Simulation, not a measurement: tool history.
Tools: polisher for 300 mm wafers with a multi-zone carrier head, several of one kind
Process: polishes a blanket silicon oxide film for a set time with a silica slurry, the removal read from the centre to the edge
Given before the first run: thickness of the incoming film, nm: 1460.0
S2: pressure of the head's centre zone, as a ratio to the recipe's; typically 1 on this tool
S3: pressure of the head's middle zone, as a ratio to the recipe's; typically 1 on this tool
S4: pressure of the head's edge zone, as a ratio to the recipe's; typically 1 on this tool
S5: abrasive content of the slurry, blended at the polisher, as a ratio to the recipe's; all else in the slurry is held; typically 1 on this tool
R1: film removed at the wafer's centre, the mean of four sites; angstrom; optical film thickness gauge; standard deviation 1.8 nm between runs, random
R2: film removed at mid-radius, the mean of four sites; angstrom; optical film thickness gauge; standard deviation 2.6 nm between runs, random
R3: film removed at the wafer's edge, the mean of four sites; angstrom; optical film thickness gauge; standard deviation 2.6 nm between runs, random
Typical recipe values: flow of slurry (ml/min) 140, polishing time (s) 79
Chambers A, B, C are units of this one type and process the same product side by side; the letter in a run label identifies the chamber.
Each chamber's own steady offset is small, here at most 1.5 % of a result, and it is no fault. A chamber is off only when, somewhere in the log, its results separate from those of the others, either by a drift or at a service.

Run 1B, day 0.292: usual settings. Result: R1 2010.1 angstrom, R2 2027.9 angstrom, R3 2095.7 angstrom.
Run 2C, day 0.658: usual settings. Result: R1 2061.3 angstrom, R2 2048.3 angstrom, R3 2074.6 angstrom.
Run 3A, day 1.029: usual settings. Result: R1 2012.3 angstrom, R2 2067.4 angstrom, R3 2025.6 angstrom.
Run 4A, day 1.262: usual settings. Result: R1 2028.8 angstrom, R2 2046.6 angstrom, R3 2051.7 angstrom.
Run 5C, day 1.642: usual settings. Result: R1 2036.9 angstrom, R2 1998.6 angstrom, R3 2078.5 angstrom.
Run 6B, day 1.812: usual settings. Result: R1 2063.3 angstrom, R2 2033.4 angstrom, R3 2075.3 angstrom.
At day 1.871: chamber B: slurry nozzle cleaned.
Run 7A, day 2.112: usual settings. Result: R1 2021.2 angstrom, R2 1977.4 angstrom, R3 2014.2 angstrom.
Run 8B, day 2.417: usual settings. Result: R1 2039.9 angstrom, R2 2055.1 angstrom, R3 2029.8 angstrom.
Run 9C, day 2.762: usual settings. Result: R1 2106 angstrom, R2 2017 angstrom, R3 2009.1 angstrom.
Run 10B, day 2.988: usual settings. Result: R1 2058.8 angstrom, R2 2058.6 angstrom, R3 2028.6 angstrom.
Run 11C, day 3.296: usual settings. Result: R1 2056.8 angstrom, R2 1981 angstrom, R3 2044.2 angstrom.
Run 12A, day 3.65: usual settings. Result: R1 2050.1 angstrom, R2 2023.7 angstrom, R3 2022.4 angstrom.
At day 3.688: chamber A: worn pad replaced by a new one.
Run 13A, day 3.875: usual settings. Result: R1 2050.6 angstrom, R2 2069.7 angstrom, R3 2055.9 angstrom.
Run 14C, day 4.121: usual settings. Result: R1 2013.3 angstrom, R2 1992.7 angstrom, R3 1955.1 angstrom.
Run 15B, day 4.4: usual settings. Result: R1 2025.7 angstrom, R2 2014.3 angstrom, R3 2040.2 angstrom.
Run 16B, day 4.729: usual settings but S5 1.2. Result: R1 2244.6 angstrom, R2 2163 angstrom, R3 2199.9 angstrom.
Run 17C, day 5.1: usual settings but S5 1.2. Result: R1 2177.7 angstrom, R2 2137.1 angstrom, R3 2153 angstrom.
Run 18A, day 5.492: usual settings but S5 1.2. Result: R1 2191.7 angstrom, R2 2227.2 angstrom, R3 2243.1 angstrom.
Run 19B, day 5.679: usual settings. Result: R1 2032.1 angstrom, R2 2043.7 angstrom, R3 2036.1 angstrom.
Run 20A, day 5.888: usual settings. Result: R1 2039.3 angstrom, R2 2038.9 angstrom, R3 2011.3 angstrom.
At day 6.138: chamber B: worn pad replaced by a new one.
Run 21C, day 6.171: usual settings but flow of slurry (ml/min) 95, S2 1.08. Result: R1 1924.7 angstrom, R2 1769.4 angstrom, R3 1865.6 angstrom.
At day 6.192: chamber C: worn pad replaced by a new one.
Run 22C, day 6.538: usual settings but flow of slurry (ml/min) 95, S2 1.08. Result: R1 1873.1 angstrom, R2 1755.7 angstrom, R3 1827.1 angstrom.
Run 23B, day 6.783: usual settings but flow of slurry (ml/min) 95, S2 1.08. Result: R1 2029.2 angstrom, R2 1828.4 angstrom, R3 1905.8 angstrom.
Run 24A, day 6.958: usual settings. Result: R1 2011.7 angstrom, R2 2042.4 angstrom, R3 1984.3 angstrom.
Run 25A, day 7.304: usual settings. Result: R1 2000.7 angstrom, R2 2021.5 angstrom, R3 2073.7 angstrom.
Run 26B, day 7.671: usual settings. Result: R1 2033.7 angstrom, R2 2015.6 angstrom, R3 2046.1 angstrom.
Run 27C, day 7.904: usual settings. Result: R1 1940.1 angstrom, R2 1974.6 angstrom, R3 1945.5 angstrom.
Run 28B, day 8.108: usual settings. Result: R1 2036.7 angstrom, R2 2022.8 angstrom, R3 2021.1 angstrom.
At day 8.317: chamber A: worn pad replaced by a new one.
Run 29A, day 8.354: usual settings but flow of slurry (ml/min) 175, S4 1.11. Result: R1 2101.6 angstrom, R2 2153.3 angstrom, R3 2250 angstrom.
Run 30C, day 8.7: usual settings but flow of slurry (ml/min) 175, S4 1.11. Result: R1 2052.1 angstrom, R2 2005.3 angstrom, R3 2189 angstrom.
Run 31C, day 9.083: usual settings but flow of slurry (ml/min) 175, S4 1.11. Result: R1 2057 angstrom, R2 2036.2 angstrom, R3 2075.4 angstrom.
Run 32B, day 9.438: usual settings but S2 0.93. Result: R1 1908.7 angstrom, R2 2049.5 angstrom, R3 2041.3 angstrom.
Run 33A, day 9.833: usual settings but S2 0.93. Result: R1 1845.1 angstrom, R2 2037.5 angstrom, R3 2012.2 angstrom.
Run 34C, day 10.062: usual settings but S2 0.93. Result: R1 1765.6 angstrom, R2 1854.5 angstrom, R3 1956 angstrom.
Run 35B, day 10.379: usual settings. Result: R1 2039.7 angstrom, R2 2036.2 angstrom, R3 2043.2 angstrom.
Run 36A, day 10.733: usual settings. Result: R1 2032.6 angstrom, R2 1992.3 angstrom, R3 2027 angstrom.
Run 37A, day 10.954: usual settings. Result: R1 2034.1 angstrom, R2 2051.9 angstrom, R3 2063 angstrom.
Run 38B, day 11.254: usual settings. Result: R1 2024.8 angstrom, R2 2048 angstrom, R3 2106.9 angstrom.

The same settings go to every chamber for the next run, one line per chamber below. Forecast the results for each:
Run 39A, day 11.538: usual settings. Result: R1 ?, R2 ?, R3 ?.
Run 39B, day 11.538: usual settings. Result: R1 ?, R2 ?, R3 ?.
Run 39C, day 11.538: usual settings. Result: R1 ?, R2 ?, R3 ?.

run      R1      R2      R3
39A  2014.5  2016.4  2026.3
39B  2031.2  2032.7  2053.3
39C  1869.6  1854.8  1884.2

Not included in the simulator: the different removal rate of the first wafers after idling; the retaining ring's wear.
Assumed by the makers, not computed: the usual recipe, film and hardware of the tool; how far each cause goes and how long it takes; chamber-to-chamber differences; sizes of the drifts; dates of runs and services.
